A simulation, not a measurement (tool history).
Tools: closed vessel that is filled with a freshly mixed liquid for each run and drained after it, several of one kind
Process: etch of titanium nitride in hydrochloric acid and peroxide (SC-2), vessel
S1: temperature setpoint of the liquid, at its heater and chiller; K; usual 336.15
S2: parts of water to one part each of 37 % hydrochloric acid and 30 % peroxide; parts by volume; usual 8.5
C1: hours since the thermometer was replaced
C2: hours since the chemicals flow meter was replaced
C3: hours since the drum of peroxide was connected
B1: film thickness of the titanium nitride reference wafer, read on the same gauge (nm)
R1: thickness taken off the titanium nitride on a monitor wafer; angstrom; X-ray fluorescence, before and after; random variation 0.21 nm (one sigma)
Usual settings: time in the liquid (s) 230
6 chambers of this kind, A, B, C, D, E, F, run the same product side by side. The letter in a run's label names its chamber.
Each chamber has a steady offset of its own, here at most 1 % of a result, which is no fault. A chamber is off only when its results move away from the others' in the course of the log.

run 1F hour=5 | S1=336.15 S2=8.5 time_in_the_liquid_(s)=230 | C1=2174.4 C2=591.1 C3=179.3 | B1=140 | R1=246.4
run 2B hour=8.7 | S1=336.15 S2=8.5 time_in_the_liquid_(s)=230 | C1=1541.7 C2=1121.7 C3=37.7 | B1=140 | R1=238.43
run 3D hour=12.3 | S1=336.15 S2=8.5 time_in_the_liquid_(s)=230 | C1=97.7 C2=401.9 C3=158.8 | B1=140 | R1=244.88
run 4E hour=17.2 | S1=336.15 S2=8.5 time_in_the_liquid_(s)=230 | C1=1455.7 C2=398.2 C3=567.2 | B1=140.01 | R1=241.55
run 5C hour=20.3 | S1=336.15 S2=8.5 time_in_the_liquid_(s)=230 | C1=696.6 C2=1419.8 C3=310.6 | B1=140.02 | R1=242.79
run 6A hour=23.5 | S1=336.15 S2=8.5 time_in_the_liquid_(s)=230 | C1=933.7 C2=134.4 C3=174 | B1=140 | R1=246.46
run 7D hour=27.6 | S1=336.15 S2=8.5 time_in_the_liquid_(s)=230 | C1=113 C2=417.2 C3=174.1 | B1=140 | R1=246.07
run 8E hour=32.5 | S1=326.65 S2=5 time_in_the_liquid_(s)=230 | C1=1471 C2=413.5 C3=582.5 | B1=139.99 | R1=199.44
run 9C hour=37.4 | S1=326.65 S2=5 time_in_the_liquid_(s)=230 | C1=713.7 C2=1436.9 C3=327.7 | B1=140 | R1=190.94
run 10F hour=40.3 | S1=326.65 S2=5 time_in_the_liquid_(s)=230 | C1=2209.7 C2=626.4 C3=214.6 | B1=139.99 | R1=197.17
run 11B hour=45.4 | S1=326.65 S2=5 time_in_the_liquid_(s)=230 | C1=1578.4 C2=1158.4 C3=74.4 | B1=140 | R1=202.84
run 12A hour=50.2 | S1=326.65 S2=5 time_in_the_liquid_(s)=230 | C1=960.4 C2=161.1 C3=200.7 | B1=139.98 | R1=200.49
run 13D hour=55.8 | S1=326.65 S2=5 time_in_the_liquid_(s)=230 | C1=141.2 C2=445.4 C3=202.3 | B1=140.01 | R1=199.93
run 14C hour=59.8 | S1=336.15 S2=8.5 time_in_the_liquid_(s)=230 | C1=736.1 C2=1459.3 C3=350.1 | B1=140 | R1=239.97
run 15A hour=63.8 | S1=336.15 S2=8.5 time_in_the_liquid_(s)=230 | C1=974 C2=174.7 C3=214.3 | B1=140.01 | R1=244.19
run 16B hour=67.6 | S1=336.15 S2=8.5 time_in_the_liquid_(s)=230 | C1=1600.6 C2=1180.6 C3=96.6 | B1=140.01 | R1=238.68
run 17E hour=72.3 | S1=336.15 S2=8.5 time_in_the_liquid_(s)=230 | C1=1510.8 C2=453.3 C3=622.3 | B1=140 | R1=241.26
run 18F hour=77.4 | S1=336.15 S2=8.5 time_in_the_liquid_(s)=230 | C1=2246.8 C2=663.5 C3=251.7 | B1=140.01 | R1=239.4
run 19F hour=81.7 | S1=336.15 S2=8.5 time_in_the_liquid_(s)=230 | C1=2251.1 C2=667.8 C3=256 | B1=139.98 | R1=236.66
run 20A hour=87.1 | S1=336.15 S2=8.5 time_in_the_liquid_(s)=230 | C1=997.3 C2=198 C3=237.6 | B1=140.01 | R1=239.42
run 21D hour=90.7 | S1=336.15 S2=8.5 time_in_the_liquid_(s)=230 | C1=176.1 C2=480.3 C3=237.2 | B1=140 | R1=243.24
run 22E hour=94.5 | S1=336.15 S2=8.5 time_in_the_liquid_(s)=230 | C1=1533 C2=475.5 C3=644.5 | B1=139.99 | R1=239.17
run 23C hour=100.1 | S1=336.15 S2=8.5 time_in_the_liquid_(s)=230 | C1=776.4 C2=1499.6 C3=390.4 | B1=140.02 | R1=240.79
run 24B hour=102.6 | S1=336.15 S2=8.5 time_in_the_liquid_(s)=230 | C1=1635.6 C2=1215.6 C3=131.6 | B1=140.01 | R1=243.18
run 25F hour=106.6 | S1=336.15 S2=8.5 time_in_the_liquid_(s)=230 | C1=2276 C2=692.7 C3=280.9 | B1=140 | R1=237.96
run 26E hour=110.7 | S1=336.15 S2=8.5 time_in_the_liquid_(s)=230 | C1=1549.2 C2=491.7 C3=660.7 | B1=140 | R1=242.77
run 27A hour=115 | S1=336.15 S2=8.5 time_in_the_liquid_(s)=230 | C1=1025.2 C2=225.9 C3=265.5 | B1=140.01 | R1=240.68
run 28C hour=120.1 | S1=336.15 S2=8.5 time_in_the_liquid_(s)=230 | C1=796.4 C2=1519.6 C3=410.4 | B1=140.01 | R1=240.45
run 29B hour=123 | S1=336.15 S2=8.5 time_in_the_liquid_(s)=230 | C1=1656 C2=1236 C3=152 | B1=140.01 | R1=241.4
run 30D hour=126.3 | S1=336.15 S2=8.5 time_in_the_liquid_(s)=230 | C1=211.7 C2=515.9 C3=272.8 | B1=140 | R1=244.23
run 31D hour=131.7 | S1=336.15 S2=8.5 time_in_the_liquid_(s)=230 | C1=217.1 C2=521.3 C3=278.2 | B1=140 | R1=244.1
run 32F hour=136.6 | S1=336.15 S2=8.5 time_in_the_liquid_(s)=230 | C1=2306 C2=722.7 C3=310.9 | B1=139.99 | R1=235.27
run 33A hour=140.5 | S1=336.15 S2=8.5 time_in_the_liquid_(s)=230 | C1=1050.7 C2=251.4 C3=291 | B1=140 | R1=242.54
run 34E hour=143.3 | S1=336.15 S2=8.5 time_in_the_liquid_(s)=230 | C1=1581.8 C2=524.3 C3=693.3 | B1=140 | R1=240.87
run 35B hour=146.1 | S1=336.15 S2=8.5 time_in_the_liquid_(s)=230 | C1=1679.1 C2=1259.1 C3=175.1 | B1=140.01 | R1=241.35
run 36C hour=149.5 | S1=336.15 S2=8.5 time_in_the_liquid_(s)=230 | C1=825.8 C2=1549 C3=439.8 | B1=139.99 | R1=240
run 37B hour=154 | S1=336.15 S2=8.5 time_in_the_liquid_(s)=230 | C1=1687 C2=1267 C3=183 | B1=140.01 | R1=237.66
run 38E hour=156.8 | S1=336.15 S2=8.5 time_in_the_liquid_(s)=230 | C1=1595.3 C2=537.8 C3=706.8 | B1=140 | R1=236.98
run 39D hour=160 | S1=336.15 S2=12.5 time_in_the_liquid_(s)=230 | C1=245.4 C2=549.6 C3=306.5 | B1=139.98 | R1=176.11
run 40A hour=164.5 | S1=336.15 S2=12.5 time_in_the_liquid_(s)=230 | C1=1074.7 C2=275.4 C3=315 | B1=140 | R1=172.96

What goes on in this fleet: one chamber off, a drifting gauge, or nothing beyond the chambers' own small offsets? Name the chamber and the cause, if any.

Chamber F drifts away from the others.
Cause: chemicals flow below the setpoint (%) = 7.53.
The log may not tell that from: liquid colder than its thermometer reads (K); peroxide weaker than its label (%).

Here are 4 candidates for chamber F's next run, each the usual settings with a change, their results left as question marks. Which one brings its results back in line with what the others give on the usual settings?
In line means no further than this from the other chambers' mean on the usual settings: R1 7.4 angstrom
run 41F-1 hour=168.5 | S1=336.15 S2=8.5 time_in_the_liquid_(s)=215 | R1=?
run 41F-2 hour=168.5 | S1=335.15 S2=8.5 time_in_the_liquid_(s)=220 | R1=?
run 41F-3 hour=168.5 | S1=336.65 S2=8.5 time_in_the_liquid_(s)=235 | R1=?
run 41F-4 hour=168.5 | S1=338.15 S2=8.5 time_in_the_liquid_(s)=230 | R1=?

The other chambers' mean on the usual settings: R1 241.68 angstrom
run=41F-1 R1=213.64
run=41F-2 R1=205.25
run=41F-3 R1=240.96
run=41F-4 R1=258.81
41F-3 brings the chamber back in line.
